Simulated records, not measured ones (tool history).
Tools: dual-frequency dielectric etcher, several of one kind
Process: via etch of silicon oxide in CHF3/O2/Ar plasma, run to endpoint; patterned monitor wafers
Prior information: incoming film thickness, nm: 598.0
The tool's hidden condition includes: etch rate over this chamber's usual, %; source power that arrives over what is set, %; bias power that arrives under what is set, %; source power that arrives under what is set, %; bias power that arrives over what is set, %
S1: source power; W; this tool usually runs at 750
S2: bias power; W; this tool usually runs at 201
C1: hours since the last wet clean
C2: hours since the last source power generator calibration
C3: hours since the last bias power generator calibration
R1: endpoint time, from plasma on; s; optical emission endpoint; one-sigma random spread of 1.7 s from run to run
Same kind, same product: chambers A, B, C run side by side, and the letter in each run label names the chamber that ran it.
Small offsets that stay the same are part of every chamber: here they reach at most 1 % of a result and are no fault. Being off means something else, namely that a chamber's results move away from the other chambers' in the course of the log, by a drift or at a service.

run   hour   S1   S2     C1      C2      C3      R1
 1B    6.3  750  201  680.6   160.8  1180.8  270.16
 2C   13.9  750  201  408.7  2817.8  2347.7  269.17
 3A   20.0  750  201  117.8  1836.5  1643.3  268.80
 4B   28.8  750  201  703.1   183.3  1203.3  268.99
 5A   35.4  750  201  133.2  1851.9  1658.7  268.04
      35.5  -- chamber B: wet clean of the chamber
 6C   41.3  750  217  436.1  2845.2  2375.1  261.69
 7A   46.7  750  217  144.5  1863.2  1670.0  262.40
 8C   54.1  750  217  448.9  2858.0  2387.9  257.64
 9B   58.8  750  201   23.4   213.3  1233.3  269.84
10B   67.9  750  201   32.5   222.4  1242.4  268.75
11A   77.2  750  201  175.0  1893.7  1700.5  269.71
      82.7  -- chamber C: wet clean of the chamber
12C   86.1  750  201    3.5  2890.0  2419.9  264.69
13C   92.7  750  201   10.1  2896.6  2426.5  269.24
14A   98.9  750  201  196.7  1915.4  1722.2  269.52
15B  103.5  750  201   68.1   258.0  1278.0  270.24
16B  110.8  750  201   75.4   265.3  1285.3  269.82
17C  120.2  750  201   37.6  2924.1  2454.0  265.17
18A  125.1  750  201  222.9  1941.6  1748.4  271.50
19A  132.3  750  201  230.1  1948.8  1755.6  268.94
20C  137.0  750  201   54.4  2940.9  2470.8  265.53
21B  144.8  750  201  109.4   299.3  1319.3  271.66
22A  152.1  750  201  249.9  1968.6  1775.4  268.20
23C  161.2  750  217   78.6  2965.1  2495.0  258.05
24B  166.4  750  217  131.0   320.9  1340.9  261.19
25C  171.5  750  217   88.9  2975.4  2505.3  257.63
26B  180.8  750  201  145.4   335.3  1355.3  270.57
27A  188.6  750  201  286.4  2005.1  1811.9  265.08
28A  197.0  750  201  294.8  2013.5  1820.3  269.10
29C  205.7  750  201  123.1  3009.6  2539.5  267.70
30B  213.6  750  201  178.2   368.1  1388.1  269.48
31C  222.8  750  201  140.2  3026.7  2556.6  266.03
32B  231.7  750  201  196.3   386.2  1406.2  267.63
33A  239.4  750  201  337.2  2055.9  1862.7  267.74
34C  245.1  750  201  162.5  3049.0  2578.9  270.64
35A  251.1  750  236  348.9  2067.6  1874.4  254.88
36B  255.6  750  236  220.2   410.1  1430.1  255.03
37B  260.8  750  236  225.4   415.3  1435.3  255.68
38C  265.9  750  201  183.3  3069.8  2599.7  266.17
39A  273.7  750  201  371.5  2090.2  1897.0  269.38
40B  281.8  750  201  246.4   436.3  1456.3  269.25
41C  287.8  900  156  205.2  3091.7  2621.6  266.29

One chamber off, gauge drift, or nothing amiss beyond the chambers' own small offsets? If it is a chamber, which one, and what is the likeliest cause?

No chamber stands off beyond its own small offset, and the gauge holds steady.
